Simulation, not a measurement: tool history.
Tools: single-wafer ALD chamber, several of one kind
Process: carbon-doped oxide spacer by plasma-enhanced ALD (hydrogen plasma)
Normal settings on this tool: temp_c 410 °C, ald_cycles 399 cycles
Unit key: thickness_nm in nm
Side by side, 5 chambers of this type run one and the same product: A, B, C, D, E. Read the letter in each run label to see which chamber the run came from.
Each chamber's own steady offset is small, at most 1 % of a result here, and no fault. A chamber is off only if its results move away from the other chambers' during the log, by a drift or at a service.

run     day  temp_c  ald_cycles  read-back reference wafer on the same gauge, thickness_nm  thickness_nm
 1B   0.479     410         399                                                     20.811        19.247
 2A   1.125     410         399                                                     20.782        19.398
 3C   1.721     410         399                                                     20.793        19.131
 4E   2.408     410         399                                                     20.763        19.298
 5D   2.812     410         399                                                     20.788        19.566
 6B   3.283     410         399                                                     20.811        19.339
 7E   3.942     410         399                                                     20.817        19.515
 8D   4.508     410         399                                                     20.830        19.403
 9A   5.092     410         399                                                     20.804        19.480
10C   5.504     410         399                                                     20.816        19.267
11D   5.825     401         429                                                     20.783        21.666
12A   6.333     401         429                                                     20.795        21.571
13C   6.646     401         429                                                     20.808        21.190
14E   7.304     401         429                                                     20.802        21.591
15B   7.654     401         429                                                     20.784        21.155
16E   8.146     410         399                                                     20.826        19.348
17C   8.762     410         399                                                     20.807        19.257
18B   9.358     410         476                                                     20.773        23.031
19D  10.017     410         476                                                     20.790        23.112
20A  10.596     410         476                                                     20.784        23.323
21D  11.267     410         476                                                     20.814        22.993
22E  11.842     410         476                                                     20.790        23.044
23B  12.242     410         399                                                     20.785        19.236
24A  12.775     410         351                                                     20.817        17.143
25C  13.133     410         351                                                     20.789        16.949
26C  13.433     410         351                                                     20.774        16.818
27A  13.908     410         351                                                     20.800        17.223
28D  14.317     410         351                                                     20.775        17.144
29E  14.975     410         399                                                     20.825        19.525
30B  15.429     399         423                                                     20.800        21.078
31E  15.742     399         423                                                     20.799        21.318
32C  16.312     399         423                                                     20.791        21.218
33B  16.929     399         423                                                     20.791        21.111
34A  17.592     399         423                                                     20.808        21.229
35D  17.988     410         468                                                     20.769        22.707
36D  18.454     410         468                                                     20.812        22.821
37A  18.767     410         468                                                     20.808        22.869
38E  19.154     410         468                                                     20.766        22.788
39C  19.712     410         468                                                     20.811        22.397
     19.742  -- chamber C: thermocouple changed; heater temperature recalibrated
40B  20.112     410         399                                                     20.790        19.346
41B  20.717     410         465                                                     20.816        22.607
42E  21.242     410         465                                                     20.789        22.487
43C  21.829     410         465                                                     20.799        22.485

Does one chamber stand apart from the rest, does the shared gauge drift, or is all well apart from small per-chamber offsets? Give the chamber and the most likely cause, where there is one.

Nothing is wrong: each chamber keeps only its own small, steady offset and the gauge holds still.

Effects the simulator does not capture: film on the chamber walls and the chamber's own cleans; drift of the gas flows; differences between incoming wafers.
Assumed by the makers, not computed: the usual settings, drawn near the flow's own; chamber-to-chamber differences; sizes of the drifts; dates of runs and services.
